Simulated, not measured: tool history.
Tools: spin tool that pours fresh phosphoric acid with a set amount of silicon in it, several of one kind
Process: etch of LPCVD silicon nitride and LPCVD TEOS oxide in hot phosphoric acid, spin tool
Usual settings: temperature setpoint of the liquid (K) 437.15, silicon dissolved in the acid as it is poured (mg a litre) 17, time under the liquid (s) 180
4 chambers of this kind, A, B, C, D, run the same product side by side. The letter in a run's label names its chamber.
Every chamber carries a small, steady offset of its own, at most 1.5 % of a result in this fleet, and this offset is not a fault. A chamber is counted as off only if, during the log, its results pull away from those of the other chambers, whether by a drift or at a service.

| run | hour | temperature setpoint of the liquid (K) | silicon dissolved in the acid as it is poured (mg a litre) | time under the liquid (s) | hours since the thermometer was replaced | hours since the dissolved silicon flow meter was replaced | hours since the heated supply line was repaired | read-back film thickness of the LPCVD silicon nitride reference wafer, read on the same gauge (nm) | read-back film thickness of the LPCVD TEOS oxide reference wafer, read on the same gauge (nm) | thickness taken off the LPCVD silicon nitride on a monitor wafer (angstrom) | thickness taken off the LPCVD TEOS oxide on a monitor wafer (angstrom) |
|---|---|---|---|---|---|---|---|---|---|---|---|
| 1C | 4.0 | 437.15 | 17 | 180 | 116.4 | 717.0 | 644.7 | 139.98 | 149.97 | 188.64 | 6.3165 |
| 2B | 7.4 | 437.15 | 17 | 180 | 349.5 | 1264.4 | 1218.0 | 140.01 | 150.01 | 194.33 | 6.4190 |
| 3A | 10.8 | 437.15 | 17 | 180 | 1002.0 | 479.6 | 328.0 | 140.02 | 149.99 | 190.90 | 6.5011 |
| 4D | 14.2 | 437.15 | 17 | 180 | 1798.6 | 550.0 | 2492.1 | 139.99 | 150.03 | 192.59 | 6.9393 |
| 5A | 18.4 | 437.15 | 17 | 180 | 1009.6 | 487.2 | 335.6 | 140.01 | 150.02 | 191.02 | 6.7531 |
| 6D | 22.8 | 437.15 | 17 | 180 | 1807.2 | 558.6 | 2500.7 | 139.99 | 149.98 | 192.74 | 6.4934 |
| 7C | 26.4 | 438.65 | 8 | 180 | 138.8 | 739.4 | 667.1 | 140.01 | 150.03 | 198.92 | 8.7984 |
| 8B | 30.5 | 438.65 | 8 | 180 | 372.6 | 1287.5 | 1241.1 | 140.01 | 150.01 | 200.45 | 9.2883 |
| 9C | 34.0 | 438.65 | 8 | 180 | 146.4 | 747.0 | 674.7 | 140.00 | 150.01 | 196.88 | 8.5610 |
| 10A | 36.4 | 438.65 | 8 | 180 | 1027.6 | 505.2 | 353.6 | 140.03 | 149.99 | 199.04 | 9.2457 |
| 11B | 38.8 | 437.15 | 17 | 180 | 380.9 | 1295.8 | 1249.4 | 139.99 | 149.98 | 193.87 | 6.8123 |
| 12D | 42.0 | 437.15 | 17 | 180 | 1826.4 | 577.8 | 2519.9 | 139.99 | 150.00 | 190.08 | 6.9490 |
| 13D | 46.0 | 437.15 | 17 | 180 | 1830.4 | 581.8 | 2523.9 | 140.00 | 149.97 | 190.05 | 6.8129 |
| 14A | 50.5 | 437.15 | 17 | 180 | 1041.7 | 519.3 | 367.7 | 139.99 | 150.02 | 191.59 | 6.7663 |
| 15C | 54.7 | 437.15 | 8 | 280 | 167.1 | 767.7 | 695.4 | 140.00 | 149.96 | 293.66 | 13.9320 |
| 16B | 57.6 | 437.15 | 8 | 280 | 399.7 | 1314.6 | 1268.2 | 140.00 | 150.02 | 300.61 | 11.8450 |
| 17B | 62.4 | 437.15 | 8 | 280 | 404.5 | 1319.4 | 1273.0 | 140.00 | 150.06 | 302.06 | 12.7040 |
|  | 64.3 | chamber C: heated supply line repaired |
| 18A | 66.8 | 437.15 | 8 | 280 | 1058.0 | 535.6 | 384.0 | 139.99 | 149.99 | 299.74 | 13.7280 |
| 19D | 70.1 | 437.15 | 17 | 180 | 1854.5 | 605.9 | 2548.0 | 139.99 | 150.02 | 189.39 | 6.6467 |
| 20C | 72.7 | 437.15 | 17 | 180 | 185.1 | 785.7 | 8.5 | 139.99 | 150.00 | 191.01 | 6.8241 |
| 21B | 77.2 | 435.15 | 10 | 180 | 419.3 | 1334.2 | 1287.8 | 140.00 | 150.00 | 180.98 | 6.4553 |
| 22D | 79.7 | 435.15 | 10 | 180 | 1864.1 | 615.5 | 2557.6 | 140.01 | 150.01 | 178.06 | 6.6947 |
| 23C | 82.2 | 435.15 | 10 | 180 | 194.6 | 795.2 | 18.0 | 139.99 | 150.01 | 177.43 | 6.8472 |
| 24A | 84.7 | 435.15 | 10 | 180 | 1075.9 | 553.5 | 401.9 | 140.02 | 149.97 | 177.02 | 6.9392 |
| 25C | 89.2 | 437.15 | 17 | 180 | 201.6 | 802.2 | 25.0 | 139.99 | 149.99 | 190.27 | 7.1211 |
| 26A | 93.5 | 437.15 | 17 | 180 | 1084.7 | 562.3 | 410.7 | 140.01 | 149.99 | 190.12 | 7.0135 |

Next, all 4 chambers run the settings below, one line each with question marks for the results. What does each chamber give?
| 27A | 97.3 | 437.15 | 17 | 180 |  |  |  |  |  | ? | ? |
| 27B | 97.3 | 437.15 | 17 | 180 |  |  |  |  |  | ? | ? |
| 27C | 97.3 | 437.15 | 17 | 180 |  |  |  |  |  | ? | ? |
| 27D | 97.3 | 437.15 | 17 | 180 |  |  |  |  |  | ? | ? |

| run | thickness taken off the LPCVD silicon nitride on a monitor wafer (angstrom) | thickness taken off the LPCVD TEOS oxide on a monitor wafer (angstrom) |
|---|---|---|
| 27A | 190.14 | 6.5645 |
| 27B | 191.16 | 7.0356 |
| 27C | 187.68 | 6.4562 |
| 27D | 190.80 | 6.6876 |
